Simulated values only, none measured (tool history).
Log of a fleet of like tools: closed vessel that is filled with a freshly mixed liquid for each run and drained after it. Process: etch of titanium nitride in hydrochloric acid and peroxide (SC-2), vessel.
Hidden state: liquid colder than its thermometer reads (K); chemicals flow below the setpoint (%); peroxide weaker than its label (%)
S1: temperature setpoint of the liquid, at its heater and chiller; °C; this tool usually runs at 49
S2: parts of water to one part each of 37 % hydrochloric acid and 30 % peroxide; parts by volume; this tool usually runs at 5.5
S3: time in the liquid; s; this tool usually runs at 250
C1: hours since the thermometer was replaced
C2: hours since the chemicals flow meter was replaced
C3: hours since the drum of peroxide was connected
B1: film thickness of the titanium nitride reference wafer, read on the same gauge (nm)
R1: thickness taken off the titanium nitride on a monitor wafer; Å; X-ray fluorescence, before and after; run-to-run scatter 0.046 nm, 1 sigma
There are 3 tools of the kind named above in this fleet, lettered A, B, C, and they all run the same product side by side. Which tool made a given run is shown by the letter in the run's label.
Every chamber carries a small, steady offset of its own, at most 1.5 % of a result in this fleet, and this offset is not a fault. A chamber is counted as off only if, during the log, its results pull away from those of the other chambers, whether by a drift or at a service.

run   hour    S1   S2   S3      C1     C2     C3      B1      R1
 1B    9.6    49  5.5  250   188.7  581.8  284.2  150.01  89.299
 2A     17    49  5.5  250  1040.9  664.8  308.3  150.01  89.193
      23.3  -- chamber A: thermometer replaced
 3C     24    49  5.5  250   327.6  227.2   53.6  149.99  87.806
 4C   32.8    49  5.5  250   336.4    236   62.4  149.97  88.355
 5B   38.4    49  5.5  250   217.5  610.6    313     150  89.269
 6A   46.3    49  5.5  250      23  694.1  337.6  149.98  89.412
      47.6  -- chamber A: chemicals flow meter replaced
 7C   54.6    49  5.5  250   358.2  257.8   84.2  150.01  87.767
 8B   60.2  42.5  5.5  355   239.3  632.4  334.8  149.97  82.118
 9A   66.2  42.5  5.5  355    42.9   18.6  357.5  149.98  81.891
10A   73.2  42.5  5.5  355    49.9   25.6  364.5     150  81.788
11B   80.4    49  5.5  250   259.5  652.6    355     150  89.387
12C     89  40.5  5.5  160   392.6  292.2  118.6     150  31.144
13C   94.7  40.5  5.5  160   398.3  297.9  124.3  149.98  31.218
14B  103.5  40.5  5.5  160   282.6  675.7  378.1  150.01  31.787
15A  111.5    49  5.5  250    88.2   63.9  402.8  149.99  89.117
16C  121.4    49  5.5  250     425  324.6    151  150.01  87.947
17B  130.3    49  5.5  250   309.4  702.5  404.9  150.04  89.435
18A  138.8    49  5.5  250   115.5   91.2  430.1     150  89.409
19B  148.9    49  5.5  250     328  721.1  423.5  150.02  88.919
20C  159.6    49  5.5  250   463.2  362.8  189.2  150.02  87.619
21A  164.5    49  5.5  250   141.2  116.9  455.8  150.02  89.091
     170.5  -- chamber A: new drum of peroxide connected
22C    171    49  5.5  250   474.6  374.2  200.6  149.98  88.088
23B  181.8    49  7.5  250   360.9    754  456.4     150  70.563
24A  191.1    49  7.5  250   167.8  143.5   20.7  149.99  71.091
25A  198.4    49  7.5  250   175.1  150.8     28  149.99  70.293
26C  206.5    49  5.5  250   510.1  409.7  236.1  149.95  87.801
27B  215.4    49  5.5  250   394.5  787.6    490  150.03   89.97
28C  222.9    49  5.5  250   526.5  426.1  252.5     150  87.417
29A  232.6  43.5    4  250   209.3    185   62.2  149.99  76.965
30B  243.3  43.5    4  250   422.4  815.5  517.9  149.99  77.709
31B  250.5  43.5    4  250   429.6  822.7  525.1  150.02   76.96
32C  259.5    49  5.5  250   563.1  462.7  289.1  149.99   88.36
33A  265.5    49  5.5  250   242.2  217.9   95.1  150.02  88.761
34B  272.1    49  5.5  250   451.2  844.3  546.7  150.01  89.612
35C  281.8    49  5.5  250   585.4    485  311.4  149.98   87.72
36A  286.8    49  5.5  250   263.5  239.2  116.4  149.99  88.409
37B  296.8    49  5.5  250   475.9    869  571.4  149.99  89.084
38C  306.7    49  5.5  250   610.3  509.9  336.3     150  88.121

The same settings go to every chamber for the next run, one line per chamber below. Forecast the results for each:
39A  314.6  57.5  5.5  250                   ?
39B  314.6  57.5  5.5  250                   ?
39C  314.6  57.5  5.5  250                   ?

run      R1
39A  154.31
39B  154.21
39C  156.57
